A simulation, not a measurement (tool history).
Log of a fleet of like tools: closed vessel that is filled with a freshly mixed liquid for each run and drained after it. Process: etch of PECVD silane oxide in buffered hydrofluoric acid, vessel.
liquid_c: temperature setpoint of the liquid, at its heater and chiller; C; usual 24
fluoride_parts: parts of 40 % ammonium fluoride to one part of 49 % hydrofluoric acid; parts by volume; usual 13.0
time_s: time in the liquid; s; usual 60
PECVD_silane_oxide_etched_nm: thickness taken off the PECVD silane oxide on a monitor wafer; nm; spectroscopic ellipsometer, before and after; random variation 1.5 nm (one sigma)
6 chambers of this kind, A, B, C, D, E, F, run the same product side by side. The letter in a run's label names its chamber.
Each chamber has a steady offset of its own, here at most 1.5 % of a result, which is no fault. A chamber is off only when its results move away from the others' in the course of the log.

| run | day | liquid_c | fluoride_parts | time_s | hours since the thermometer was replaced | hours since the hydrofluoric acid flow meter was replaced | read-back film thickness of the PECVD silane oxide reference wafer, read on the same gauge (nm) | PECVD_silane_oxide_etched_nm |
|---|---|---|---|---|---|---|---|---|
| 1B | 0.362 | 24 | 13.0 | 60 | 522.7 | 260.1 | 50.016 | 176.22 |
| 2E | 0.633 | 24 | 13.0 | 60 | 2132.4 | 478.1 | 50.031 | 174.18 |
| 3C | 0.808 | 24 | 13.0 | 60 | 837.7 | 636.9 | 49.991 | 172.95 |
| 4A | 1.021 | 24 | 13.0 | 60 | 49.3 | 779.3 | 49.961 | 173.45 |
| 5D | 1.204 | 24 | 13.0 | 60 | 312.2 | 191.8 | 50.016 | 174.64 |
| 6F | 1.425 | 24 | 13.0 | 60 | 442.5 | 891.8 | 49.990 | 173.59 |
| 7F | 1.779 | 24 | 13.0 | 60 | 451.0 | 900.3 | 50.023 | 175.53 |
| 8E | 2.112 | 24 | 13.0 | 60 | 2167.9 | 513.6 | 49.979 | 177.38 |
| 9D | 2.496 | 24 | 13.0 | 60 | 343.2 | 222.8 | 49.987 | 172.37 |
| 10A | 2.875 | 24 | 13.0 | 60 | 93.8 | 823.8 | 50.008 | 173.49 |
| 11C | 3.067 | 24 | 13.0 | 60 | 891.9 | 691.1 | 49.987 | 174.95 |
| 12B | 3.304 | 24 | 13.0 | 60 | 593.3 | 330.7 | 50.025 | 175.38 |
| 13F | 3.679 | 24 | 13.0 | 60 | 496.6 | 945.9 | 49.983 | 174.50 |
| 14D | 4.029 | 24 | 13.0 | 60 | 380.0 | 259.6 | 50.021 | 176.25 |
| 15E | 4.425 | 24 | 13.0 | 60 | 2223.4 | 569.1 | 50.016 | 177.27 |
| 16C | 4.604 | 24 | 13.0 | 60 | 928.8 | 728.0 | 50.010 | 170.69 |
| 17A | 4.788 | 24 | 13.0 | 60 | 139.7 | 869.7 | 50.007 | 176.45 |
| 18B | 4.988 | 24 | 13.0 | 60 | 633.7 | 371.1 | 49.987 | 177.30 |
| 19A | 5.221 | 24 | 13.0 | 60 | 150.1 | 880.1 | 49.976 | 174.99 |
| 20B | 5.612 | 24 | 13.0 | 75 | 648.7 | 386.1 | 50.017 | 220.39 |
| 21D | 6.017 | 24 | 13.0 | 75 | 427.7 | 307.3 | 50.011 | 215.07 |
|  | 6.054 | chamber B: thermometer replaced |
| 22F | 6.408 | 24 | 13.0 | 75 | 562.1 | 1011.4 | 50.007 | 218.25 |
| 23C | 6.671 | 24 | 13.0 | 75 | 978.4 | 777.6 | 49.968 | 216.72 |
| 24E | 6.996 | 24 | 13.0 | 75 | 2285.1 | 630.8 | 50.007 | 227.29 |
| 25D | 7.196 | 24 | 13.0 | 75 | 456.0 | 335.6 | 50.022 | 217.92 |
| 26C | 7.479 | 24 | 13.0 | 60 | 997.8 | 797.0 | 49.987 | 172.53 |
| 27F | 7.738 | 24 | 13.0 | 60 | 594.0 | 1043.3 | 50.012 | 176.54 |
| 28A | 8.092 | 24 | 13.0 | 60 | 219.0 | 949.0 | 50.001 | 173.21 |
| 29B | 8.421 | 24 | 13.0 | 60 | 56.9 | 453.5 | 50.006 | 176.59 |
| 30E | 8.742 | 24 | 13.0 | 60 | 2327.0 | 672.7 | 50.029 | 185.40 |
| 31E | 9.133 | 22 | 17.5 | 60 | 2336.4 | 682.1 | 50.016 | 124.55 |
| 32F | 9.529 | 22 | 17.5 | 60 | 637.0 | 1086.3 | 50.006 | 115.46 |
| 33C | 9.767 | 22 | 17.5 | 60 | 1052.7 | 851.9 | 50.007 | 118.39 |
|  | 9.788 | chamber B: hydrofluoric acid flow meter replaced |
| 34D | 9.950 | 22 | 17.5 | 60 | 522.1 | 401.7 | 49.984 | 115.21 |
| 35B | 10.342 | 22 | 17.5 | 60 | 103.0 | 13.3 | 50.009 | 117.00 |
| 36A | 10.538 | 22 | 17.5 | 60 | 277.7 | 1007.7 | 50.010 | 115.84 |
| 37C | 10.933 | 24 | 13.0 | 60 | 1080.7 | 879.9 | 49.994 | 172.92 |
| 38B | 11.162 | 24 | 13.0 | 60 | 122.7 | 33.0 | 50.011 | 175.98 |
| 39E | 11.458 | 24 | 13.0 | 60 | 2392.2 | 737.9 | 50.012 | 190.96 |
| 40D | 11.779 | 24 | 13.0 | 60 | 566.0 | 445.6 | 49.989 | 175.41 |
| 41F | 12.092 | 24 | 13.0 | 60 | 698.5 | 1147.8 | 50.007 | 175.09 |
| 42A | 12.371 | 24 | 13.0 | 60 | 321.7 | 1051.7 | 50.024 | 174.14 |
| 43C | 12.733 | 24 | 13.0 | 60 | 1123.9 | 923.1 | 50.016 | 173.21 |

Is one chamber off against the others, does the gauge drift, or is nothing wrong? If a chamber is off, say which, and what the likeliest cause is.

Chamber E drifts away from the others.
Cause: hydrofluoric acid flow above the setpoint (%) = 10.7.
The log may not tell that from: liquid hotter than its thermometer reads (K).

Here are 4 candidates for chamber E's next run, each the usual settings with a change, their results left as question marks. Which one brings its results back in line with what the others give on the usual settings?
In line means no further than this from the other chambers' mean on the usual settings: PECVD_silane_oxide_etched_nm 5.20 nm
| 44E-1 | 13.025 | 26 | 13.0 | 60 |  |  |  | ? |
| 44E-2 | 13.025 | 24 | 14.5 | 60 |  |  |  | ? |
| 44E-3 | 13.025 | 25 | 13.0 | 60 |  |  |  | ? |
| 44E-4 | 13.025 | 23 | 13.0 | 60 |  |  |  | ? |

The other chambers' mean on the usual settings: PECVD_silane_oxide_etched_nm 174.28 nm
| run | PECVD_silane_oxide_etched_nm |
|---|---|
| 44E-1 | 214.37 |
| 44E-2 | 173.05 |
| 44E-3 | 203.31 |
| 44E-4 | 182.59 |
44E-2 brings the chamber back in line.
